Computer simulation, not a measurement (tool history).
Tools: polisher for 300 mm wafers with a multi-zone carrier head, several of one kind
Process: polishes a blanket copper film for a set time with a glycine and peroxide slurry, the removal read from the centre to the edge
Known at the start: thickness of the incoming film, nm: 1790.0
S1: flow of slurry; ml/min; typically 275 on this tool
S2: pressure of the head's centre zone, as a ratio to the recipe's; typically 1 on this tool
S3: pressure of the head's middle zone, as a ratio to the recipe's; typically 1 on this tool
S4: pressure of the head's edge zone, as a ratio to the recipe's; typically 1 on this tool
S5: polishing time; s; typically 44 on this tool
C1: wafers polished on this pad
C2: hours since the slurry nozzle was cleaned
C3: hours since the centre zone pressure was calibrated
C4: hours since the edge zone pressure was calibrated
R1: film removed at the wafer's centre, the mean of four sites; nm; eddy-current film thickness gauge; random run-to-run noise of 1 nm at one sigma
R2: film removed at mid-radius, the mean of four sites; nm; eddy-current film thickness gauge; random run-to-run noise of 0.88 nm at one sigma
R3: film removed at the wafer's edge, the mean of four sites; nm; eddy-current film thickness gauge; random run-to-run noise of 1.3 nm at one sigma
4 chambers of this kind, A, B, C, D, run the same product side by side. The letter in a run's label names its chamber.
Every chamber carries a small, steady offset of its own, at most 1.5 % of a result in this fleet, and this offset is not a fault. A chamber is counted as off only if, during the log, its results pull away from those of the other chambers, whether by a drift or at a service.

| run | day | S1 | S2 | S3 | S4 | S5 | C1 | C2 | C3 | C4 | R1 | R2 | R3 |
|---|---|---|---|---|---|---|---|---|---|---|---|---|---|
| 1B | 0.179 | 275 | 1 | 1 | 1 | 44 | 72 | 626.3 | 453.1 | 32.5 | 118.54 | 119.58 | 118.67 |
| 2A | 0.308 | 275 | 1 | 1 | 1 | 44 | 188 | 220.6 | 118.8 | 957.5 | 122.1 | 117.74 | 120.21 |
| 3D | 0.45 | 275 | 1 | 1 | 1 | 44 | 481 | 373.5 | 232.6 | 705.2 | 119.67 | 118.89 | 121.2 |
| 4C | 0.55 | 275 | 1 | 1 | 1 | 44 | 1374 | 26.2 | 487.7 | 262.3 | 118.53 | 120.15 | 119.18 |
| 5B | 0.667 | 275 | 1 | 1 | 1 | 44 | 225 | 638 | 464.8 | 44.2 | 118.99 | 120.67 | 118.59 |
| 6D | 0.771 | 275 | 1 | 1 | 1 | 44 | 581 | 381.2 | 240.3 | 712.9 | 120.15 | 120.89 | 120.44 |
| 7A | 0.892 | 275 | 1 | 1 | 1 | 44 | 370 | 234.6 | 132.8 | 971.5 | 122.33 | 119.23 | 119.9 |
| 8C | 1.083 | 275 | 1 | 1 | 1 | 44 | 1541 | 39 | 500.5 | 275.1 | 117.85 | 120.28 | 119.43 |
| 9D | 1.217 | 275 | 1 | 1 | 1 | 44 | 721 | 391.9 | 251 | 723.6 | 119.55 | 118.51 | 117.56 |
|  | 1.288 | chamber C: worn pad replaced by a new one |
| 10B | 1.358 | 275 | 1 | 1 | 1 | 44 | 441 | 654.6 | 481.4 | 60.8 | 117.94 | 120.23 | 121 |
| 11C | 1.483 | 275 | 1 | 1.07 | 1 | 38 | 61 | 48.6 | 510.1 | 284.7 | 102.88 | 109.87 | 102.19 |
| 12A | 1.671 | 275 | 1 | 1.07 | 1 | 38 | 614 | 253.3 | 151.5 | 990.2 | 103.95 | 108.33 | 102.69 |
| 13A | 1.867 | 275 | 1 | 1.07 | 1 | 38 | 675 | 258 | 156.2 | 994.9 | 105.16 | 109 | 102.89 |
| 14B | 2.012 | 275 | 1 | 1.07 | 1 | 38 | 646 | 670.3 | 497.1 | 76.5 | 102.55 | 109.93 | 102.89 |
| 15C | 2.192 | 275 | 1 | 1 | 1 | 44 | 283 | 65.6 | 527.1 | 301.7 | 117.64 | 120.33 | 118.61 |
| 16D | 2.371 | 275 | 1 | 1 | 1.1 | 44 | 1082 | 419.6 | 278.7 | 751.3 | 117.35 | 117.72 | 122.69 |
| 17A | 2.554 | 275 | 1 | 1 | 1.1 | 44 | 891 | 274.5 | 172.7 | 1011.4 | 118 | 118.71 | 126.86 |
| 18D | 2.654 | 275 | 1 | 1 | 1.1 | 44 | 1171 | 426.4 | 285.5 | 758.1 | 114.36 | 115.91 | 118.27 |
| 19B | 2.762 | 275 | 1 | 1 | 1.1 | 44 | 881 | 688.3 | 515.1 | 94.5 | 117.92 | 120.31 | 125.11 |
|  | 2.875 | chamber C: edge zone pressure recalibrated |
| 20C | 2.875 | 275 | 1 | 1 | 1 | 44 | 496 | 82 | 543.5 | 0 | 117.15 | 120.04 | 121.65 |
| 21C | 2.996 | 275 | 1 | 1 | 1 | 44 | 534 | 84.9 | 546.4 | 2.9 | 119.78 | 119.76 | 120.28 |
| 22D | 3.142 | 275 | 1 | 1 | 1 | 44 | 1323 | 438.1 | 297.2 | 769.8 | 113.54 | 113.71 | 115.25 |
|  | 3.167 | chamber B: worn pad replaced by a new one |
|  | 3.233 | chamber A: worn pad replaced by a new one |
| 23A | 3.246 | 275 | 1 | 0.89 | 0.94 | 44 | 4 | 291.1 | 189.3 | 1028 | 120.12 | 105.83 | 112.97 |
| 24B | 3.438 | 275 | 1 | 0.89 | 0.94 | 44 | 84 | 704.5 | 531.3 | 110.7 | 118.4 | 108.23 | 115.63 |
| 25C | 3.608 | 275 | 1 | 0.89 | 0.94 | 44 | 726 | 99.6 | 561.1 | 17.6 | 117.76 | 107.14 | 115.86 |
| 26A | 3.7 | 275 | 1 | 0.89 | 0.94 | 44 | 147 | 302 | 200.2 | 1038.9 | 119.22 | 106.15 | 115.04 |
| 27B | 3.888 | 275 | 1 | 1 | 1 | 44 | 225 | 715.3 | 542.1 | 121.5 | 117.97 | 120.77 | 118.77 |
| 28D | 4.033 | 275 | 1 | 1 | 1 | 44 | 1602 | 459.5 | 318.6 | 791.2 | 111.8 | 110.83 | 109.79 |
| 29D | 4.188 | 275 | 1 | 1 | 1 | 44 | 1651 | 463.2 | 322.3 | 794.9 | 112.32 | 111.92 | 109.34 |
|  | 4.262 | chamber A: edge zone pressure recalibrated |
| 30B | 4.279 | 275 | 1 | 1 | 1 | 44 | 348 | 724.7 | 551.5 | 130.9 | 119.12 | 120.99 | 117.81 |
| 31A | 4.383 | 275 | 1 | 1 | 1 | 44 | 360 | 318.4 | 216.6 | 3 | 119.57 | 118.31 | 118.89 |
| 32C | 4.533 | 275 | 1 | 1 | 1 | 44 | 1015 | 121.8 | 583.3 | 39.8 | 117.9 | 120.83 | 118.32 |
| 33C | 4.721 | 275 | 1 | 1 | 1 | 44 | 1074 | 126.3 | 587.8 | 44.3 | 117.47 | 120.59 | 118.69 |

The same settings go to every chamber for the next run, one line per chamber below. Forecast the results for each:
| 34A | 4.871 | 275 | 1 | 1 | 1 | 49 |  |  |  |  | ? | ? | ? |
| 34B | 4.871 | 275 | 1 | 1 | 1 | 49 |  |  |  |  | ? | ? | ? |
| 34C | 4.871 | 275 | 1 | 1 | 1 | 49 |  |  |  |  | ? | ? | ? |
| 34D | 4.871 | 275 | 1 | 1 | 1 | 49 |  |  |  |  | ? | ? | ? |

| run | R1 | R2 | R3 |
|---|---|---|---|
| 34A | 134.69 | 132.58 | 130.8 |
| 34B | 132.04 | 132.93 | 131.81 |
| 34C | 129.53 | 133.76 | 132.5 |
| 34D | 121.67 | 120.98 | 121.64 |
